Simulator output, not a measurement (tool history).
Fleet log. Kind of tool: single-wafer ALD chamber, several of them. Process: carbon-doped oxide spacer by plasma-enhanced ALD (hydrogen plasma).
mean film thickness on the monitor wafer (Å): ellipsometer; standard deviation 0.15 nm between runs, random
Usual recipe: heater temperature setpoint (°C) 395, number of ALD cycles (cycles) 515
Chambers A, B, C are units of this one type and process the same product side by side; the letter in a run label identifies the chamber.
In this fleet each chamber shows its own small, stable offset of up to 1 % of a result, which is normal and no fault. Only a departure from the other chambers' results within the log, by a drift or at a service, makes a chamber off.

run   hour  heater temperature setpoint (°C)  number of ALD cycles (cycles)  read-back reference wafer on the same gauge, thickness_nm  mean film thickness on the monitor wafer (Å)
 1B    6.6                               395                            515                                                     30.521                                        255.19
 2A   12.1                               395                            515                                                     30.477                                         255.9
 3C     20                               395                            515                                                     30.515                                        255.42
 4B   25.1                               395                            515                                                     30.498                                        254.95
 5C   29.9                               395                            515                                                     30.538                                        253.57
 6A   34.2                               387                            515                                                     30.534                                        255.97
 7B   40.9                               387                            515                                                     30.477                                        258.83
 8A   49.4                               387                            515                                                     30.497                                        253.25
 9C   53.3                               395                            515                                                     30.506                                        256.06
10A   59.1                               395                            515                                                     30.449                                        257.68
11C   65.4                               395                            515                                                     30.505                                        253.23
12B   71.7                               395                            515                                                     30.474                                        256.32
13B   80.6                               395                            515                                                     30.484                                        259.66
14A   86.3                               395                            515                                                     30.511                                        257.36
15C   92.5                               395                            515                                                     30.512                                        252.61
16A  100.5                               395                            515                                                     30.531                                        255.36
17C  109.5                               405                            515                                                     30.463                                        248.99
18B  117.3                               405                            515                                                     30.506                                        254.34
19C  121.5                               405                            515                                                     30.559                                        248.78
20A  129.8                               395                            515                                                     30.507                                        258.02
21B  134.5                               395                            515                                                     30.525                                        255.78
22C  141.9                               410                            515                                                     30.491                                         242.8
23B  150.3                               410                            515                                                     30.525                                           253
24A  156.7                               410                            515                                                     30.492                                        249.29
25B  160.7                               395                            515                                                     30.479                                        257.46
26C  167.4                               395                            515                                                     30.503                                        253.12
27A  176.4                               395                            515                                                     30.501                                        256.22
28C  180.5                               395                            515                                                     30.546                                        255.08
29A  187.9                               395                            515                                                     30.457                                        252.22
30B  196.1                               403                            515                                                     30.474                                         256.1
31B  203.2                               403                            515                                                     30.515                                        255.07
32C  207.2                               403                            515                                                     30.496                                        249.41
33A  213.8                               395                            515                                                     30.491                                        257.28
34C  221.5                               395                            515                                                      30.47                                        253.81
35B  228.5                               395                            515                                                     30.452                                        255.16
36A  236.8                               395                            605                                                     30.465                                        300.91
37B  244.4                               395                            605                                                      30.47                                        298.93
38A    252                               395                            605                                                     30.513                                        300.01
39C  257.3                               385                            579                                                     30.507                                        286.66
40A  263.6                               385                            579                                                     30.469                                        291.14
41B  271.4                               385                            579                                                     30.504                                        290.75
42C  278.5                               395                            515                                                     30.533                                        253.25
43A    284                               395                            515                                                     30.504                                        256.16

All chambers now run identical settings, listed one chamber a line with results as question marks. What results will each chamber show?
44A  290.4                               395                            515                                                                                                        ?
44B  290.4                               395                            515                                                                                                        ?
44C  290.4                               395                            515                                                                                                        ?

run  mean film thickness on the monitor wafer (Å)
44A                                        258.73
44B                                        256.82
44C                                        254.93
